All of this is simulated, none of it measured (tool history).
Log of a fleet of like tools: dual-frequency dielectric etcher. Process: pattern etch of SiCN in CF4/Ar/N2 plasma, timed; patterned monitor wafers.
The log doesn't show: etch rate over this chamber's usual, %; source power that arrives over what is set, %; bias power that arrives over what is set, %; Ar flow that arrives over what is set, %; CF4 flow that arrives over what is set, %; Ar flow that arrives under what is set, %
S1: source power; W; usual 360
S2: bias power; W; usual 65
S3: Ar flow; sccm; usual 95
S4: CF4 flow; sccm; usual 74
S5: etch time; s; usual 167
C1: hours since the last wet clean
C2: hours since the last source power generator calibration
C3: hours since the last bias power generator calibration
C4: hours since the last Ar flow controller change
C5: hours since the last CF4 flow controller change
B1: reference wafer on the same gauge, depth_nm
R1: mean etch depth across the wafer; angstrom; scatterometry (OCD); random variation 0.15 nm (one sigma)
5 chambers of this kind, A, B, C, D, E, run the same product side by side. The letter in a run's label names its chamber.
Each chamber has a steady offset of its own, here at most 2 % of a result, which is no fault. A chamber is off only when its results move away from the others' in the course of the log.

run	hour	S1	S2	S3	S4	S5	C1	C2	C3	C4	C5	B1	R1
# hour 5.3: chamber B: wet clean of the chamber
1B	5.9	360	65	95	74	167	0.6	2673	493	2357.3	1616.3	105.99	1154
2A	11.2	360	65	95	74	167	338.9	2916.2	2325.8	2691.7	1020.7	105.99	1164.1
3D	18.2	360	65	95	74	167	157	227.9	706.9	1148.6	4669.1	105.98	1139.5
4E	29.6	360	65	95	74	167	391.4	2893.8	667.4	1112.3	1774.4	105.93	1163.1
5C	34.6	360	65	95	74	167	306.5	1688.4	874	1569	1363.9	105.91	1147.3
6D	44.7	360	65	95	74	167	183.5	254.4	733.4	1175.1	4695.6	105.89	1136.8
7B	50.5	360	65	95	74	167	45.2	2717.6	537.6	2401.9	1660.9	105.92	1152.5
# hour 55.9: chamber E: CF4 flow controller replaced
8E	60.8	360	65	95	74	167	422.6	2925	698.6	1143.5	5	105.84	1161.2
9C	67.3	360	65	95	74	167	339.2	1721.1	906.7	1601.7	1396.6	105.86	1145.8
10A	72.3	360	65	95	74	167	400	2977.3	2386.9	2752.8	1081.8	105.87	1160.6
11D	80.6	360	65	95	74	167	219.4	290.3	769.3	1211	4731.5	105.81	1137.5
12A	91.7	360	65	95	74	167	419.4	2996.7	2406.3	2772.2	1101.2	105.82	1162.2
13B	101.5	360	65	95	67	189	96.2	2768.6	588.6	2452.9	1711.9	105.78	1283.5
14E	111.6	360	65	95	67	189	473.4	2975.8	749.4	1194.3	55.8	105.77	1295.1
15C	119.7	360	65	95	67	189	391.6	1773.5	959.1	1654.1	1449	105.78	1276.7
# hour 125.3: chamber C: wet clean of the chamber
16B	127.9	360	65	95	67	189	122.6	2795	615	2479.3	1738.3	105.74	1282.8
# hour 132.1: chamber E: wet clean of the chamber
17E	138.6	360	65	95	67	189	6.6	3002.8	776.4	1221.3	82.8	105.71	1293.2
18A	143.9	360	65	95	74	167	471.6	3048.9	2458.5	2824.4	1153.4	105.68	1158.7
19D	150.4	290	65	95	74	138	289.2	360.1	839.1	1280.8	4801.3	105.69	776.27
20C	155.8	290	65	95	74	138	30.6	1809.6	995.2	1690.2	1485.1	105.69	783.11
21C	162.1	290	65	95	74	138	36.9	1815.9	1001.5	1696.5	1491.4	105.67	783.47
22E	167.8	290	65	95	74	138	35.8	3032	805.6	1250.5	112	105.65	789.63
23A	176.2	290	65	95	74	138	503.9	3081.2	2490.8	2856.7	1185.7	105.63	790.34
24D	181.2	360	65	95	74	167	320	390.9	869.9	1311.6	4832.1	105.63	1135.3
25B	189.9	360	65	95	74	167	184.6	2857	677	2541.3	1800.3	105.59	1151.8
# hour 194.9: chamber A: wet clean of the chamber
26C	199.2	390	65	95	74	213	74	1853	1038.6	1733.6	1528.5	105.56	1559.3
27B	205.9	390	65	95	74	213	200.6	2873	693	2557.3	1816.3	105.57	1573.3
28E	217.3	390	65	95	74	213	85.3	3081.5	855.1	1300	161.5	105.56	1584.6
29A	222.8	390	65	95	74	213	27.9	3127.8	2537.4	2903.3	1232.3	105.51	1585.1
30D	228.4	390	65	95	74	213	367.2	438.1	917.1	1358.8	4879.3	105.49	1550.5
# hour 233.6: chamber A: source power generator calibrated
31E	238.2	360	65	95	74	167	106.2	3102.4	876	1320.9	182.4	105.48	1155.4
32C	243.7	300	65	95	74	167	118.5	1897.5	1083.1	1778.1	1573	105.48	972.74
33A	254.8	300	65	95	74	167	59.9	21.2	2569.4	2935.3	1264.3	105.48	983.42

What goes on in this fleet: one chamber off, a drifting gauge, or nothing beyond the chambers' own small offsets? Name the chamber and the cause, if any.

The gauge drifts, so all chambers seem to drift together. No chamber is off.
Cause: gauge reads low (%) = 0.528.
